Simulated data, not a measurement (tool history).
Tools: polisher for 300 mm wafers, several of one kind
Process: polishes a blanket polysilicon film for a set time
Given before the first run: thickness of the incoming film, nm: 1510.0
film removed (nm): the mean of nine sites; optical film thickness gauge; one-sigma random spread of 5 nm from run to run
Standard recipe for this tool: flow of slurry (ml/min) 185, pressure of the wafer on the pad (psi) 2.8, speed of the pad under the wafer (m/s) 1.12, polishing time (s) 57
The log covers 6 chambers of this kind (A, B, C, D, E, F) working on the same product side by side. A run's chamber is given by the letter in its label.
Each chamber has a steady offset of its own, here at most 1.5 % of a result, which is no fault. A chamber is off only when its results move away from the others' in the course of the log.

run	hour	flow of slurry (ml/min)	pressure of the wafer on the pad (psi)	speed of the pad under the wafer (m/s)	polishing time (s)	film removed (nm)
1A	2.3	185	2.8	1.12	57	490.7
2C	6.8	185	2.8	1.12	57	484.7
# hour 8.9: chamber B: worn pad replaced by a new one
# hour 10.1: chamber C: worn pad replaced by a new one
3E	10.7	185	2.8	1.12	57	475.33
4B	15.1	185	2.8	1.12	57	486.95
5D	18.7	185	3.7	1.12	67	766.22
6F	23.3	185	3.7	1.12	67	744.28
7F	27.5	185	3.7	1.12	67	756.91
8A	32	185	3.7	1.12	67	751.45
# hour 32.1: chamber D: worn pad replaced by a new one
9E	35.1	185	3.7	1.12	67	739.72
# hour 39.1: chamber F: worn pad replaced by a new one
10C	39.7	185	3.7	1.12	67	763.12
11D	42.1	185	2.8	1.12	57	486.84
12B	44.2	185	2.8	1.48	57	637.95
13A	47.2	185	2.8	1.48	57	642.93
# hour 48.5: chamber F: head pressure recalibrated
14E	49.3	185	2.8	1.48	57	631.93
# hour 52.5: chamber A: worn pad replaced by a new one
15D	53.6	185	2.8	1.48	57	644.97
# hour 56.3: chamber F: slurry nozzle cleaned
16C	57.1	185	2.8	1.48	57	635.53
# hour 57.3: chamber B: worn pad replaced by a new one
17F	61.5	185	2.8	1.48	57	569.66
18B	65.2	215	2.8	1	57	431.3
19B	69.6	215	2.8	1	57	447.46
20F	72.3	215	2.8	1	57	395.82
21D	76.9	215	2.8	1	57	442.19
# hour 77.2: chamber E: head pressure recalibrated
# hour 81.1: chamber F: worn pad replaced by a new one
22A	81.4	215	2.8	1	57	446.13
# hour 82.3: chamber E: worn pad replaced by a new one
# hour 83: chamber C: worn pad replaced by a new one
23C	83.4	215	2.8	1	57	444.04
24E	86.7	185	2.8	1.12	57	476.58
25C	90	185	2.8	1.12	57	486.51
26B	92.7	185	2.8	1.12	57	480.96
27D	95.2	185	2.8	1.12	57	488.84
28F	98.4	185	2.8	1.12	57	437.33
29A	100.6	185	2	1.12	57	353.97
30E	102.7	185	2	1.12	57	344.11
31F	106.3	185	2	1.12	57	307.73
32C	108.4	185	2	1.12	57	343.68
# hour 109.9: chamber D: slurry nozzle cleaned
# hour 110.7: chamber A: slurry nozzle cleaned
33A	110.8	185	2	1.12	57	347.01
# hour 112.1: chamber B: worn pad replaced by a new one
34D	113	185	2	1.12	57	343.48
35B	116.6	185	2.8	1.12	57	471.38
36E	118.8	185	2.8	1.12	57	487.48
37B	122.3	185	2.8	1.12	57	483.68
38F	124.4	185	2.8	1.12	57	424.96
39A	128	185	2.8	1.12	57	484.57
40D	130.7	185	2.8	1.12	57	494.46
41E	135.3	185	2.8	1.12	75	626.31

Next, every chamber runs the same settings. What will each give?
42A	138.7	145	2.8	1.12	57	?
42B	138.7	145	2.8	1.12	57	?
42C	138.7	145	2.8	1.12	57	?
42D	138.7	145	2.8	1.12	57	?
42E	138.7	145	2.8	1.12	57	?
42F	138.7	145	2.8	1.12	57	?

run	film removed (nm)
42A	458.28
42B	472.2
42C	469.48
42D	476.79
42E	465.65
42F	411.66
